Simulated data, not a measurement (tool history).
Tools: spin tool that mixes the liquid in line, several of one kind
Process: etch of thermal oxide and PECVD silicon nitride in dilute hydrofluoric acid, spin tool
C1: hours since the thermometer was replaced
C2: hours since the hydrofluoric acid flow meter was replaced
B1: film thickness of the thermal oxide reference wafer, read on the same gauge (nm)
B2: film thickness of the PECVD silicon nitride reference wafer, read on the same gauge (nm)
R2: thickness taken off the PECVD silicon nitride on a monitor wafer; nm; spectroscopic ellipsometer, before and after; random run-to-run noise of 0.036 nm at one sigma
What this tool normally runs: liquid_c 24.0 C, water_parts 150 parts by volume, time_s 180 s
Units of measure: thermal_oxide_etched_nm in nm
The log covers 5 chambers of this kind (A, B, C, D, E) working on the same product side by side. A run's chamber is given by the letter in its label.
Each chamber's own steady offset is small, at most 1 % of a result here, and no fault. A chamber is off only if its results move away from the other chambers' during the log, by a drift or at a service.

run 1A hour=6.9 | liquid_c=24.0 water_parts=150 time_s=180 | C1=364.3 C2=1452.6 | B1=40.005 B2=130.00 | thermal_oxide_etched_nm=5.3819 R2=2.4534
run 2B hour=17.5 | liquid_c=24.0 water_parts=150 time_s=180 | C1=647.1 C2=93.0 | B1=40.001 B2=129.99 | thermal_oxide_etched_nm=5.3227 R2=2.4340
run 3C hour=27.0 | liquid_c=24.0 water_parts=150 time_s=180 | C1=450.5 C2=240.3 | B1=39.990 B2=130.01 | thermal_oxide_etched_nm=5.3999 R2=2.4014
run 4E hour=32.7 | liquid_c=24.0 water_parts=150 time_s=180 | C1=898.1 C2=278.1 | B1=40.012 B2=130.01 | thermal_oxide_etched_nm=5.3822 R2=2.4681
run 5D hour=41.1 | liquid_c=24.0 water_parts=150 time_s=180 | C1=125.4 C2=415.2 | B1=40.000 B2=130.00 | thermal_oxide_etched_nm=5.4295 R2=2.4391
run 6D hour=49.0 | liquid_c=24.0 water_parts=150 time_s=180 | C1=133.3 C2=423.1 | B1=39.999 B2=129.99 | thermal_oxide_etched_nm=5.3480 R2=2.4533
run 7A hour=57.2 | liquid_c=24.0 water_parts=150 time_s=180 | C1=414.6 C2=1502.9 | B1=39.980 B2=130.00 | thermal_oxide_etched_nm=5.4288 R2=2.4079
run 8B hour=64.9 | liquid_c=24.0 water_parts=150 time_s=180 | C1=694.5 C2=140.4 | B1=39.998 B2=130.01 | thermal_oxide_etched_nm=5.2005 R2=2.4659
run 9E hour=74.5 | liquid_c=24.0 water_parts=150 time_s=180 | C1=939.9 C2=319.9 | B1=39.995 B2=130.01 | thermal_oxide_etched_nm=5.2940 R2=2.4644
run 10C hour=85.1 | liquid_c=24.0 water_parts=150 time_s=180 | C1=508.6 C2=298.4 | B1=40.004 B2=130.00 | thermal_oxide_etched_nm=5.4178 R2=2.4545
run 11C hour=97.7 | liquid_c=24.0 water_parts=150 time_s=180 | C1=521.2 C2=311.0 | B1=40.025 B2=130.01 | thermal_oxide_etched_nm=5.3777 R2=2.4123
run 12A hour=109.2 | liquid_c=24.0 water_parts=150 time_s=180 | C1=466.6 C2=1554.9 | B1=39.990 B2=129.98 | thermal_oxide_etched_nm=5.3821 R2=2.4306
run 13E hour=121.5 | liquid_c=24.0 water_parts=150 time_s=180 | C1=986.9 C2=366.9 | B1=40.007 B2=129.99 | thermal_oxide_etched_nm=5.3645 R2=2.3544
run 14D hour=134.1 | liquid_c=24.0 water_parts=150 time_s=180 | C1=218.4 C2=508.2 | B1=39.992 B2=130.02 | thermal_oxide_etched_nm=5.4045 R2=2.4782
run 15B hour=146.7 | liquid_c=24.0 water_parts=150 time_s=180 | C1=776.3 C2=222.2 | B1=39.993 B2=130.00 | thermal_oxide_etched_nm=5.2472 R2=2.3713
run 16B hour=154.8 | liquid_c=24.0 water_parts=150 time_s=180 | C1=784.4 C2=230.3 | B1=40.004 B2=129.97 | thermal_oxide_etched_nm=5.2915 R2=2.4180
run 17D hour=163.2 | liquid_c=24.0 water_parts=150 time_s=180 | C1=247.5 C2=537.3 | B1=40.027 B2=129.99 | thermal_oxide_etched_nm=5.3318 R2=2.3512
run 18C hour=174.3 | liquid_c=24.0 water_parts=150 time_s=180 | C1=597.8 C2=387.6 | B1=39.979 B2=129.99 | thermal_oxide_etched_nm=5.4978 R2=2.4356
-- hour=182.0 chamber C: thermometer replaced
run 19E hour=185.4 | liquid_c=24.0 water_parts=150 time_s=180 | C1=1050.8 C2=430.8 | B1=40.020 B2=129.97 | thermal_oxide_etched_nm=5.3464 R2=2.4067
run 20A hour=192.5 | liquid_c=24.0 water_parts=150 time_s=180 | C1=549.9 C2=1638.2 | B1=39.989 B2=130.00 | thermal_oxide_etched_nm=5.3529 R2=2.4396
run 21E hour=202.4 | liquid_c=28.0 water_parts=150 time_s=180 | C1=1067.8 C2=447.8 | B1=40.015 B2=129.99 | thermal_oxide_etched_nm=6.3165 R2=3.1365
run 22C hour=209.0 | liquid_c=28.0 water_parts=150 time_s=180 | C1=27.1 C2=422.3 | B1=39.989 B2=130.00 | thermal_oxide_etched_nm=6.4367 R2=3.2099
run 23D hour=219.8 | liquid_c=28.0 water_parts=150 time_s=180 | C1=304.1 C2=593.9 | B1=40.011 B2=130.02 | thermal_oxide_etched_nm=6.3989 R2=3.1329
run 24B hour=231.5 | liquid_c=28.0 water_parts=150 time_s=180 | C1=861.1 C2=307.0 | B1=40.013 B2=130.01 | thermal_oxide_etched_nm=6.2012 R2=3.2303
run 25A hour=243.6 | liquid_c=28.0 water_parts=150 time_s=180 | C1=601.0 C2=1689.3 | B1=39.984 B2=130.02 | thermal_oxide_etched_nm=6.1557 R2=3.2512
run 26E hour=253.4 | liquid_c=24.0 water_parts=150 time_s=180 | C1=1118.8 C2=498.8 | B1=40.009 B2=129.98 | thermal_oxide_etched_nm=5.3863 R2=2.5098
run 27B hour=264.0 | liquid_c=24.0 water_parts=150 time_s=180 | C1=893.6 C2=339.5 | B1=40.002 B2=129.99 | thermal_oxide_etched_nm=5.4174 R2=2.4272
run 28D hour=275.8 | liquid_c=27.5 water_parts=150 time_s=140 | C1=360.1 C2=649.9 | B1=39.998 B2=129.99 | thermal_oxide_etched_nm=4.7565 R2=2.3270
run 29C hour=286.6 | liquid_c=27.5 water_parts=150 time_s=140 | C1=104.7 C2=499.9 | B1=39.981 B2=130.01 | thermal_oxide_etched_nm=4.8815 R2=2.4255
run 30A hour=295.7 | liquid_c=27.5 water_parts=150 time_s=140 | C1=653.1 C2=1741.4 | B1=40.003 B2=130.00 | thermal_oxide_etched_nm=4.7927 R2=2.3470
run 31A hour=305.9 | liquid_c=27.5 water_parts=150 time_s=140 | C1=663.3 C2=1751.6 | B1=39.997 B2=129.99 | thermal_oxide_etched_nm=4.7701 R2=2.3489
run 32D hour=316.9 | liquid_c=27.5 water_parts=150 time_s=140 | C1=401.2 C2=691.0 | B1=39.999 B2=130.00 | thermal_oxide_etched_nm=4.6615 R2=2.3831
run 33C hour=329.4 | liquid_c=24.0 water_parts=150 time_s=180 | C1=147.5 C2=542.7 | B1=40.031 B2=129.97 | thermal_oxide_etched_nm=5.6203 R2=2.4861
-- hour=335.0 chamber E: thermometer replaced
run 34E hour=339.4 | liquid_c=24.0 water_parts=150 time_s=180 | C1=4.5 C2=584.8 | B1=39.982 B2=130.00 | thermal_oxide_etched_nm=5.4879 R2=2.4794
run 35B hour=345.1 | liquid_c=24.0 water_parts=150 time_s=180 | C1=974.7 C2=420.6 | B1=40.020 B2=130.02 | thermal_oxide_etched_nm=5.3650 R2=2.4619
run 36C hour=354.2 | liquid_c=24.0 water_parts=150 time_s=180 | C1=172.3 C2=567.5 | B1=39.992 B2=130.01 | thermal_oxide_etched_nm=5.6830 R2=2.5257
run 37B hour=363.8 | liquid_c=24.0 water_parts=150 time_s=180 | C1=993.4 C2=439.3 | B1=40.021 B2=130.00 | thermal_oxide_etched_nm=5.2885 R2=2.4372
run 38D hour=370.0 | liquid_c=21.5 water_parts=110 time_s=180 | C1=454.3 C2=744.1 | B1=39.996 B2=129.98 | thermal_oxide_etched_nm=6.9394 R2=2.7094
run 39A hour=380.1 | liquid_c=21.5 water_parts=110 time_s=180 | C1=737.5 C2=1825.8 | B1=39.992 B2=130.02 | thermal_oxide_etched_nm=7.0295 R2=2.9326
-- hour=384.2 chamber A: hydrofluoric acid flow meter replaced
run 40E hour=390.9 | liquid_c=21.5 water_parts=110 time_s=180 | C1=56.0 C2=636.3 | B1=40.002 B2=129.96 | thermal_oxide_etched_nm=6.9719 R2=2.8371
run 41E hour=397.6 | liquid_c=21.5 water_parts=110 time_s=180 | C1=62.7 C2=643.0 | B1=40.016 B2=130.01 | thermal_oxide_etched_nm=6.9040 R2=2.7980
run 42A hour=407.3 | liquid_c=21.5 water_parts=110 time_s=180 | C1=764.7 C2=23.2 | B1=39.996 B2=129.99 | thermal_oxide_etched_nm=6.8034 R2=2.8588

What goes on in this fleet: one chamber off, a drifting gauge, or nothing beyond the chambers' own small offsets? Name the chamber and the cause, if any.

Chamber C drifts away from the others.
What lies behind it: hydrofluoric acid flow above the setpoint (%) = 4.9.

Below are 4 candidate recipes for chamber C's next run, each the usual settings with a change, their results shown as question marks. Which of them brings C's results back in line with what the other chambers give on the usual settings?
In-line tolerance around the mean of the other chambers on the usual settings: thermal_oxide_etched_nm 0.1700 nm; R2 0.1300 nm
run 43C-1 hour=416.3 | liquid_c=24.5 water_parts=155 time_s=175 | thermal_oxide_etched_nm=? R2=?
run 43C-2 hour=416.3 | liquid_c=23.5 water_parts=140 time_s=190 | thermal_oxide_etched_nm=? R2=?
run 43C-3 hour=416.3 | liquid_c=23.5 water_parts=145 time_s=185 | thermal_oxide_etched_nm=? R2=?
run 43C-4 hour=416.3 | liquid_c=24.5 water_parts=160 time_s=170 | thermal_oxide_etched_nm=? R2=?

Usual-settings mean across the other chambers: thermal_oxide_etched_nm 5.3509 nm; R2 2.4460 nm
run=43C-1 thermal_oxide_etched_nm=5.3701 R2=2.4843
run=43C-2 thermal_oxide_etched_nm=6.3268 R2=2.8004
run=43C-3 thermal_oxide_etched_nm=5.9114 R2=2.6324
run=43C-4 thermal_oxide_etched_nm=5.0230 R2=2.3374
With 43C-1, the chamber falls back in line with the rest.
